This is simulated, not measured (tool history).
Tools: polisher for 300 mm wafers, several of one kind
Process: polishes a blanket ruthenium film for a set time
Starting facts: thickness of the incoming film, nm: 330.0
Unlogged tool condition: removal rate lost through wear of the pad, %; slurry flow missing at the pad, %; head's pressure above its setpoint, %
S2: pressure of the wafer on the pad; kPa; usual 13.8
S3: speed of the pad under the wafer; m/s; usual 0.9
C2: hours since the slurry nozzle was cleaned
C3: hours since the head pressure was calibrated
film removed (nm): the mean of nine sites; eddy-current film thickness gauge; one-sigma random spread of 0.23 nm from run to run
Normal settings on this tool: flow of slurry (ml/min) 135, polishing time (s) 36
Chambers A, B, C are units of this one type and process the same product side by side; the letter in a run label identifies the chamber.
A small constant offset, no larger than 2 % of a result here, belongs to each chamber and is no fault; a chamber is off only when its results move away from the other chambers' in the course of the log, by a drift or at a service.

Run 1C, hour 7.9: usual settings; wafers polished on this pad 698; C2 326.8; C3 705.9. Result: film removed (nm) 36.693.
Run 2A, hour 18.6: usual settings; wafers polished on this pad 964; C2 80.6; C3 608.4. Result: film removed (nm) 36.991.
Run 3B, hour 29.0: usual settings; wafers polished on this pad 980; C2 335.2; C3 834.9. Result: film removed (nm) 36.067.
At hour 34.4: chamber B: worn pad replaced by a new one.
Run 4A, hour 36.4: usual settings; wafers polished on this pad 1115; C2 98.4; C3 626.2. Result: film removed (nm) 36.925.
Run 5B, hour 43.2: usual settings; wafers polished on this pad 75; C2 349.4; C3 849.1. Result: film removed (nm) 36.159.
Run 6C, hour 54.0: usual settings but S2 11.7 kPa; wafers polished on this pad 1089; C2 372.9; C3 752.0. Result: film removed (nm) 31.393.
Run 7A, hour 63.4: usual settings but S2 11.7 kPa; wafers polished on this pad 1344; C2 125.4; C3 653.2. Result: film removed (nm) 31.321.
Run 8C, hour 71.0: usual settings but S2 11.7 kPa; wafers polished on this pad 1233; C2 389.9; C3 769.0. Result: film removed (nm) 30.924.
Run 9B, hour 79.1: usual settings; wafers polished on this pad 379; C2 385.3; C3 885.0. Result: film removed (nm) 36.325.
At hour 81.2: chamber C: worn pad replaced by a new one.
Run 10C, hour 88.0: usual settings; wafers polished on this pad 58; C2 406.9; C3 786.0. Result: film removed (nm) 36.332.
Run 11A, hour 95.2: usual settings; wafers polished on this pad 1613; C2 157.2; C3 685.0. Result: film removed (nm) 36.756.
At hour 103.4: chamber B: slurry nozzle cleaned.
At hour 103.4: chamber A: worn pad replaced by a new one.
Run 12B, hour 106.1: usual settings but flow of slurry (ml/min) 150, S2 17.2 kPa; wafers polished on this pad 608; C2 2.7; C3 912.0. Result: film removed (nm) 46.590.
Run 13A, hour 116.2: usual settings but flow of slurry (ml/min) 150, S2 17.2 kPa; wafers polished on this pad 109; C2 178.2; C3 706.0. Result: film removed (nm) 46.889.
Run 14C, hour 121.6: usual settings but flow of slurry (ml/min) 150, S2 17.2 kPa; wafers polished on this pad 343; C2 440.5; C3 819.6. Result: film removed (nm) 46.844.
Run 15B, hour 129.0: usual settings; wafers polished on this pad 802; C2 25.6; C3 934.9. Result: film removed (nm) 36.508.
Run 16A, hour 135.3: usual settings; wafers polished on this pad 271; C2 197.3; C3 725.1. Result: film removed (nm) 36.266.
Run 17C, hour 145.6: usual settings; wafers polished on this pad 546; C2 464.5; C3 843.6. Result: film removed (nm) 36.627.
Run 18B, hour 154.3: usual settings; wafers polished on this pad 1017; C2 50.9; C3 960.2. Result: film removed (nm) 36.105.
Run 19C, hour 160.2: usual settings; wafers polished on this pad 670; C2 479.1; C3 858.2. Result: film removed (nm) 36.073.
Run 20A, hour 165.2: usual settings; wafers polished on this pad 524; C2 227.2; C3 755.0. Result: film removed (nm) 36.975.
At hour 169.8: chamber B: worn pad replaced by a new one.
Run 21B, hour 176.1: usual settings; wafers polished on this pad 53; C2 72.7; C3 982.0. Result: film removed (nm) 36.289.
Run 22C, hour 184.1: usual settings; wafers polished on this pad 873; C2 503.0; C3 882.1. Result: film removed (nm) 36.428.
Run 23B, hour 189.7: usual settings; wafers polished on this pad 168; C2 86.3; C3 995.6. Result: film removed (nm) 36.190.
Run 24A, hour 200.7: usual settings; wafers polished on this pad 825; C2 262.7; C3 790.5. Result: film removed (nm) 36.688.
Run 25C, hour 211.1: usual settings but S2 17.9 kPa; wafers polished on this pad 1102; C2 530.0; C3 909.1. Result: film removed (nm) 46.733.
At hour 214.6: chamber C: worn pad replaced by a new one.
Run 26B, hour 219.9: usual settings but S2 17.9 kPa; wafers polished on this pad 425; C2 116.5; C3 1025.8. Result: film removed (nm) 47.590.
Run 27A, hour 230.2: usual settings but S2 17.9 kPa; wafers polished on this pad 1075; C2 292.2; C3 820.0. Result: film removed (nm) 48.342.
Run 28B, hour 236.2: usual settings; wafers polished on this pad 563; C2 132.8; C3 1042.1. Result: film removed (nm) 35.939.
At hour 237.2: chamber C: head pressure recalibrated.
Run 29C, hour 242.4: usual settings; wafers polished on this pad 235; C2 561.3; C3 5.2. Result: film removed (nm) 36.602.

For the next run the whole fleet of 3 chambers uses the same settings. Give each chamber's results:
Run 30A, hour 250.2: usual settings. Result: film removed (nm) ?.
Run 30B, hour 250.2: usual settings. Result: film removed (nm) ?.
Run 30C, hour 250.2: usual settings. Result: film removed (nm) ?.

run  film removed (nm)
30A             36.784
30B             36.198
30C             36.353
